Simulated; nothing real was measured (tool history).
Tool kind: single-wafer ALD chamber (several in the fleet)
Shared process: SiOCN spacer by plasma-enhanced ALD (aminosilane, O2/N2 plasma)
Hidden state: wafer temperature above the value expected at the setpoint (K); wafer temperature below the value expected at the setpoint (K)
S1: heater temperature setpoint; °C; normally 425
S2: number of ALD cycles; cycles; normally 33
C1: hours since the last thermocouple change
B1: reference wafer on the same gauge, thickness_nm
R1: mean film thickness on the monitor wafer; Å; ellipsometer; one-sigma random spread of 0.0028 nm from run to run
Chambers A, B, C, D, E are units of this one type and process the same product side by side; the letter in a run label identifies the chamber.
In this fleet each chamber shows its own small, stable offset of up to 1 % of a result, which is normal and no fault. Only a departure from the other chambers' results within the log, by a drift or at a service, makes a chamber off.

Run 1A, hour 5.4: usual settings; C1 1281.6; B1 2.0702. Result: R1 18.209 Å.
Run 2E, hour 11.7: usual settings; C1 2371.5; B1 2.0694. Result: R1 18.541 Å.
Run 3B, hour 18.5: usual settings; C1 943.2; B1 2.0689. Result: R1 18.475 Å.
Run 4C, hour 23.1: usual settings; C1 1255.8; B1 2.0690. Result: R1 18.293 Å.
Run 5D, hour 32.2: usual settings; C1 2142.7; B1 2.0677. Result: R1 18.345 Å.
Run 6C, hour 40.4: usual settings but S1 418 °C, S2 37 cycles; C1 1273.1; B1 2.0680. Result: R1 20.920 Å.
At hour 44.6: chamber B: thermocouple changed; heater temperature recalibrated.
Run 7A, hour 45.3: usual settings but S1 418 °C, S2 37 cycles; C1 1321.5; B1 2.0680. Result: R1 20.892 Å.
Run 8B, hour 54.2: usual settings but S1 418 °C, S2 37 cycles; C1 9.6; B1 2.0682. Result: R1 21.176 Å.
Run 9D, hour 64.4: usual settings but S1 418 °C, S2 37 cycles; C1 2174.9; B1 2.0673. Result: R1 20.993 Å.
Run 10E, hour 74.1: usual settings but S1 418 °C, S2 37 cycles; C1 2433.9; B1 2.0666. Result: R1 21.228 Å.
Run 11A, hour 81.3: usual settings but S1 411 °C, S2 39 cycles; C1 1357.5; B1 2.0658. Result: R1 22.456 Å.
Run 12B, hour 88.1: usual settings but S1 411 °C, S2 39 cycles; C1 43.5; B1 2.0673. Result: R1 22.779 Å.
Run 13C, hour 95.7: usual settings but S1 411 °C, S2 39 cycles; C1 1328.4; B1 2.0659. Result: R1 22.552 Å.
At hour 97.5: chamber E: thermocouple changed; heater temperature recalibrated.
Run 14E, hour 105.5: usual settings but S1 411 °C, S2 39 cycles; C1 8.0; B1 2.0653. Result: R1 22.861 Å.
Run 15D, hour 111.3: usual settings but S1 411 °C, S2 39 cycles; C1 2221.8; B1 2.0653. Result: R1 22.600 Å.
Run 16B, hour 117.1: usual settings; C1 72.5; B1 2.0653. Result: R1 18.382 Å.
Run 17A, hour 122.7: usual settings; C1 1398.9; B1 2.0653. Result: R1 18.138 Å.
Run 18C, hour 130.3: usual settings; C1 1363.0; B1 2.0652. Result: R1 18.145 Å.
Run 19E, hour 135.8: usual settings; C1 38.3; B1 2.0644. Result: R1 18.486 Å.
Run 20D, hour 146.1: usual settings; C1 2256.6; B1 2.0636. Result: R1 18.295 Å.
Run 21A, hour 153.1: usual settings; C1 1429.3; B1 2.0637. Result: R1 18.187 Å.
Run 22D, hour 162.7: usual settings; C1 2273.2; B1 2.0628. Result: R1 18.306 Å.
At hour 163.1: chamber A: thermocouple changed; heater temperature recalibrated.
Run 23E, hour 170.7: usual settings; C1 73.2; B1 2.0628. Result: R1 18.502 Å.
Run 24C, hour 180.2: usual settings; C1 1412.9; B1 2.0620. Result: R1 18.146 Å.
Run 25B, hour 184.9: usual settings but S2 28 cycles; C1 140.3; B1 2.0628. Result: R1 15.599 Å.
Run 26E, hour 193.2: usual settings but S2 28 cycles; C1 95.7; B1 2.0625. Result: R1 15.680 Å.
Run 27D, hour 203.3: usual settings but S2 28 cycles; C1 2313.8; B1 2.0612. Result: R1 15.537 Å.
Run 28C, hour 209.9: usual settings but S2 28 cycles; C1 1442.6; B1 2.0609. Result: R1 15.431 Å.
Run 29B, hour 215.8: usual settings but S2 28 cycles; C1 171.2; B1 2.0610. Result: R1 15.589 Å.
Run 30A, hour 222.9: usual settings; C1 59.9; B1 2.0605. Result: R1 18.144 Å.
Run 31A, hour 228.2: usual settings; C1 65.2; B1 2.0608. Result: R1 18.154 Å.
Run 32D, hour 233.9: usual settings; C1 2344.4; B1 2.0602. Result: R1 18.305 Å.
Run 33C, hour 241.3: usual settings; C1 1474.0; B1 2.0591. Result: R1 18.130 Å.
Run 34B, hour 251.4: usual settings; C1 206.8; B1 2.0592. Result: R1 18.368 Å.
Run 35E, hour 258.0: usual settings; C1 160.5; B1 2.0592. Result: R1 18.489 Å.
At hour 264.4: chamber D: thermocouple changed; heater temperature recalibrated.
Run 36C, hour 265.2: usual settings; C1 1497.9; B1 2.0586. Result: R1 18.142 Å.
Run 37B, hour 271.6: usual settings; C1 227.0; B1 2.0582. Result: R1 18.353 Å.
Run 38E, hour 281.2: usual settings; C1 183.7; B1 2.0580. Result: R1 18.415 Å.
Run 39A, hour 290.3: usual settings; C1 127.3; B1 2.0575. Result: R1 18.106 Å.
Run 40D, hour 296.5: usual settings; C1 32.1; B1 2.0578. Result: R1 18.255 Å.

Which is it: a chamber that has drifted or been left off by a service, a gauge drift common to all chambers, or only each chamber's usual small offset? If a chamber is off, name it and its likeliest cause.

None of the chambers is off. What moves is the gauge, dragging all their readings along together.
Most likely cause: gauge reads low (%) = 0.615.

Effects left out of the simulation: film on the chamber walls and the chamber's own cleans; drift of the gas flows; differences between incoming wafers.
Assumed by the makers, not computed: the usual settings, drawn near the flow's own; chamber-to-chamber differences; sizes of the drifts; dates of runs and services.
